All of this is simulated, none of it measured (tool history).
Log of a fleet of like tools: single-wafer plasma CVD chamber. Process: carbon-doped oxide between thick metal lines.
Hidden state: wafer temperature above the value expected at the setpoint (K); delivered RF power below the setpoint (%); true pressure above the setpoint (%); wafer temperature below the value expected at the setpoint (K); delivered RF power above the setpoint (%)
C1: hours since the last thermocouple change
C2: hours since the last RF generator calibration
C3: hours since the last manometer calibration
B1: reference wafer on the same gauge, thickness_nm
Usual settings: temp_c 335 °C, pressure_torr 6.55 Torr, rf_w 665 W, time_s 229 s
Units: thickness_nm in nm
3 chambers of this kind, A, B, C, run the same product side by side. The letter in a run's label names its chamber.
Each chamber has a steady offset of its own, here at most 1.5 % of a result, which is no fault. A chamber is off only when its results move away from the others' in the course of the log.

{"run": "1C", "day": 0.338, "temp_c": 335, "pressure_torr": 6.55, "rf_w": 665, "time_s": 229, "C1": 1825.4, "C2": 1005.7, "C3": 1534, "B1": 1350.3, "thickness_nm": 1498.8}
{"run": "2A", "day": 0.579, "temp_c": 335, "pressure_torr": 6.55, "rf_w": 665, "time_s": 229, "C1": 633.2, "C2": 565.9, "C3": 560.2, "B1": 1349.9, "thickness_nm": 1476.4}
{"run": "3B", "day": 0.821, "temp_c": 335, "pressure_torr": 6.55, "rf_w": 665, "time_s": 229, "C1": 629.2, "C2": 1074.5, "C3": 1807.5, "B1": 1350.4, "thickness_nm": 1463.3}
{"run": "4B", "day": 0.967, "temp_c": 335, "pressure_torr": 6.55, "rf_w": 665, "time_s": 229, "C1": 632.7, "C2": 1078, "C3": 1811, "B1": 1350.7, "thickness_nm": 1465.4}
{"run": "5A", "day": 1.158, "temp_c": 335, "pressure_torr": 6.55, "rf_w": 665, "time_s": 229, "C1": 647.1, "C2": 579.8, "C3": 574.1, "B1": 1351.2, "thickness_nm": 1473.3}
{"run": "6C", "day": 1.358, "temp_c": 335, "pressure_torr": 6.55, "rf_w": 665, "time_s": 229, "C1": 1849.9, "C2": 1030.2, "C3": 1558.5, "B1": 1351.2, "thickness_nm": 1492.9}
{"run": "7C", "day": 1.579, "temp_c": 343, "pressure_torr": 6.55, "rf_w": 665, "time_s": 229, "C1": 1855.2, "C2": 1035.5, "C3": 1563.8, "B1": 1351.6, "thickness_nm": 1462.6}
{"run": "8A", "day": 1.862, "temp_c": 343, "pressure_torr": 6.55, "rf_w": 665, "time_s": 229, "C1": 664, "C2": 596.7, "C3": 591, "B1": 1351.7, "thickness_nm": 1439.9}
{"run": "9B", "day": 2.129, "temp_c": 343, "pressure_torr": 6.55, "rf_w": 665, "time_s": 229, "C1": 660.6, "C2": 1105.9, "C3": 1838.9, "B1": 1351.9, "thickness_nm": 1436.4}
{"run": "10C", "day": 2.325, "temp_c": 335, "pressure_torr": 6.55, "rf_w": 665, "time_s": 229, "C1": 1873.1, "C2": 1053.4, "C3": 1581.7, "B1": 1352.4, "thickness_nm": 1500}
{"run": "11A", "day": 2.525, "temp_c": 335, "pressure_torr": 6.55, "rf_w": 665, "time_s": 229, "C1": 679.9, "C2": 612.6, "C3": 606.9, "B1": 1351.8, "thickness_nm": 1476.8}
{"run": "12B", "day": 2.725, "temp_c": 335, "pressure_torr": 6.55, "rf_w": 565, "time_s": 229, "C1": 674.9, "C2": 1120.2, "C3": 1853.2, "B1": 1352.5, "thickness_nm": 1324.7}
{"run": "13A", "day": 2.883, "temp_c": 335, "pressure_torr": 6.55, "rf_w": 565, "time_s": 229, "C1": 688.5, "C2": 621.2, "C3": 615.5, "B1": 1352.7, "thickness_nm": 1334.3}
{"run": "14C", "day": 3.146, "temp_c": 335, "pressure_torr": 6.55, "rf_w": 565, "time_s": 229, "C1": 1892.8, "C2": 1073.1, "C3": 1601.4, "B1": 1352.5, "thickness_nm": 1362.9}
{"run": "15B", "day": 3.483, "temp_c": 335, "pressure_torr": 6.55, "rf_w": 665, "time_s": 229, "C1": 693.1, "C2": 1138.4, "C3": 1871.4, "B1": 1352.5, "thickness_nm": 1464.6}
{"run": "16A", "day": 3.812, "temp_c": 335, "pressure_torr": 6.55, "rf_w": 665, "time_s": 229, "C1": 710.8, "C2": 643.5, "C3": 637.8, "B1": 1353.7, "thickness_nm": 1473.6}
{"run": "17C", "day": 4.071, "temp_c": 335, "pressure_torr": 6.55, "rf_w": 665, "time_s": 229, "C1": 1915, "C2": 1095.3, "C3": 1623.6, "B1": 1353.9, "thickness_nm": 1504.2}
{"run": "18B", "day": 4.246, "temp_c": 335, "pressure_torr": 6.55, "rf_w": 665, "time_s": 229, "C1": 711.4, "C2": 1156.7, "C3": 1889.7, "B1": 1354.2, "thickness_nm": 1462.1}
{"run": "19A", "day": 4.408, "temp_c": 335, "pressure_torr": 6.55, "rf_w": 665, "time_s": 229, "C1": 725.1, "C2": 657.8, "C3": 652.1, "B1": 1353.9, "thickness_nm": 1472.2}
{"run": "20B", "day": 4.729, "temp_c": 335, "pressure_torr": 6.55, "rf_w": 665, "time_s": 255, "C1": 723, "C2": 1168.3, "C3": 1901.3, "B1": 1354.3, "thickness_nm": 1633}
{"run": "21C", "day": 4.962, "temp_c": 335, "pressure_torr": 6.55, "rf_w": 665, "time_s": 255, "C1": 1936.4, "C2": 1116.7, "C3": 1645, "B1": 1355, "thickness_nm": 1673.1}
{"run": "22C", "day": 5.238, "temp_c": 335, "pressure_torr": 6.55, "rf_w": 665, "time_s": 255, "C1": 1943, "C2": 1123.3, "C3": 1651.6, "B1": 1354.2, "thickness_nm": 1668.6}
{"run": "23B", "day": 5.538, "temp_c": 335, "pressure_torr": 6.55, "rf_w": 665, "time_s": 229, "C1": 742.4, "C2": 1187.7, "C3": 1920.7, "B1": 1355.5, "thickness_nm": 1468.6}
{"run": "24A", "day": 5.762, "temp_c": 335, "pressure_torr": 6.55, "rf_w": 665, "time_s": 229, "C1": 757.6, "C2": 690.3, "C3": 684.6, "B1": 1355.5, "thickness_nm": 1475.9}
{"run": "25C", "day": 6.058, "temp_c": 335, "pressure_torr": 6.55, "rf_w": 665, "time_s": 229, "C1": 1962.7, "C2": 1143, "C3": 1671.3, "B1": 1355.1, "thickness_nm": 1501.5}
{"run": "26A", "day": 6.338, "temp_c": 335, "pressure_torr": 6.55, "rf_w": 665, "time_s": 229, "C1": 771.4, "C2": 704.1, "C3": 698.4, "B1": 1355.2, "thickness_nm": 1476.1}
{"run": "27B", "day": 6.642, "temp_c": 335, "pressure_torr": 6.55, "rf_w": 665, "time_s": 229, "C1": 768.9, "C2": 1214.2, "C3": 1947.2, "B1": 1356.8, "thickness_nm": 1468.9}
{"run": "28A", "day": 6.812, "temp_c": 335, "pressure_torr": 6.55, "rf_w": 665, "time_s": 229, "C1": 782.8, "C2": 715.5, "C3": 709.8, "B1": 1356.2, "thickness_nm": 1478.5}
{"run": "29C", "day": 7.088, "temp_c": 335, "pressure_torr": 6.55, "rf_w": 665, "time_s": 229, "C1": 1987.4, "C2": 1167.7, "C3": 1696, "B1": 1356.9, "thickness_nm": 1503.9}
{"run": "30B", "day": 7.35, "temp_c": 335, "pressure_torr": 6.55, "rf_w": 665, "time_s": 229, "C1": 785.9, "C2": 1231.2, "C3": 1964.2, "B1": 1356.7, "thickness_nm": 1469.9}
{"run": "31A", "day": 7.55, "temp_c": 335, "pressure_torr": 6.55, "rf_w": 665, "time_s": 229, "C1": 800.5, "C2": 733.2, "C3": 727.5, "B1": 1356.4, "thickness_nm": 1477.9}
{"run": "32C", "day": 7.742, "temp_c": 335, "pressure_torr": 6.55, "rf_w": 665, "time_s": 229, "C1": 2003.1, "C2": 1183.4, "C3": 1711.7, "B1": 1356.8, "thickness_nm": 1505.4}
{"run": "33B", "day": 7.892, "temp_c": 335, "pressure_torr": 6.55, "rf_w": 665, "time_s": 229, "C1": 798.9, "C2": 1244.2, "C3": 1977.2, "B1": 1357.1, "thickness_nm": 1471.5}
{"run": "34B", "day": 8.121, "temp_c": 335, "pressure_torr": 6.55, "rf_w": 665, "time_s": 229, "C1": 804.4, "C2": 1249.7, "C3": 1982.7, "B1": 1357.2, "thickness_nm": 1473.4}
{"run": "35C", "day": 8.35, "temp_c": 335, "pressure_torr": 6.55, "rf_w": 665, "time_s": 229, "C1": 2017.7, "C2": 1198, "C3": 1726.3, "B1": 1357.2, "thickness_nm": 1504}
{"run": "36A", "day": 8.604, "temp_c": 335, "pressure_torr": 6.55, "rf_w": 665, "time_s": 229, "C1": 825.8, "C2": 758.5, "C3": 752.8, "B1": 1357.5, "thickness_nm": 1481.8}
{"run": "37C", "day": 8.879, "temp_c": 335, "pressure_torr": 6.55, "rf_w": 665, "time_s": 229, "C1": 2030.4, "C2": 1210.7, "C3": 1739, "B1": 1358.1, "thickness_nm": 1507}
{"run": "38A", "day": 9.15, "temp_c": 335, "pressure_torr": 6.55, "rf_w": 665, "time_s": 229, "C1": 838.9, "C2": 771.6, "C3": 765.9, "B1": 1357.9, "thickness_nm": 1477.6}
{"run": "39B", "day": 9.479, "temp_c": 335, "pressure_torr": 6.55, "rf_w": 665, "time_s": 229, "C1": 837, "C2": 1282.3, "C3": 2015.3, "B1": 1358.3, "thickness_nm": 1478.2}

Next, every chamber runs the same settings. What will each give?
{"run": "40A", "day": 9.721, "temp_c": 335, "pressure_torr": 7.92, "rf_w": 665, "time_s": 229, "thickness_nm": "?"}
{"run": "40B", "day": 9.721, "temp_c": 335, "pressure_torr": 7.92, "rf_w": 665, "time_s": 229, "thickness_nm": "?"}
{"run": "40C", "day": 9.721, "temp_c": 335, "pressure_torr": 7.92, "rf_w": 665, "time_s": 229, "thickness_nm": "?"}

run=40A thickness_nm=1503.9
run=40B thickness_nm=1495.9
run=40C thickness_nm=1525.6
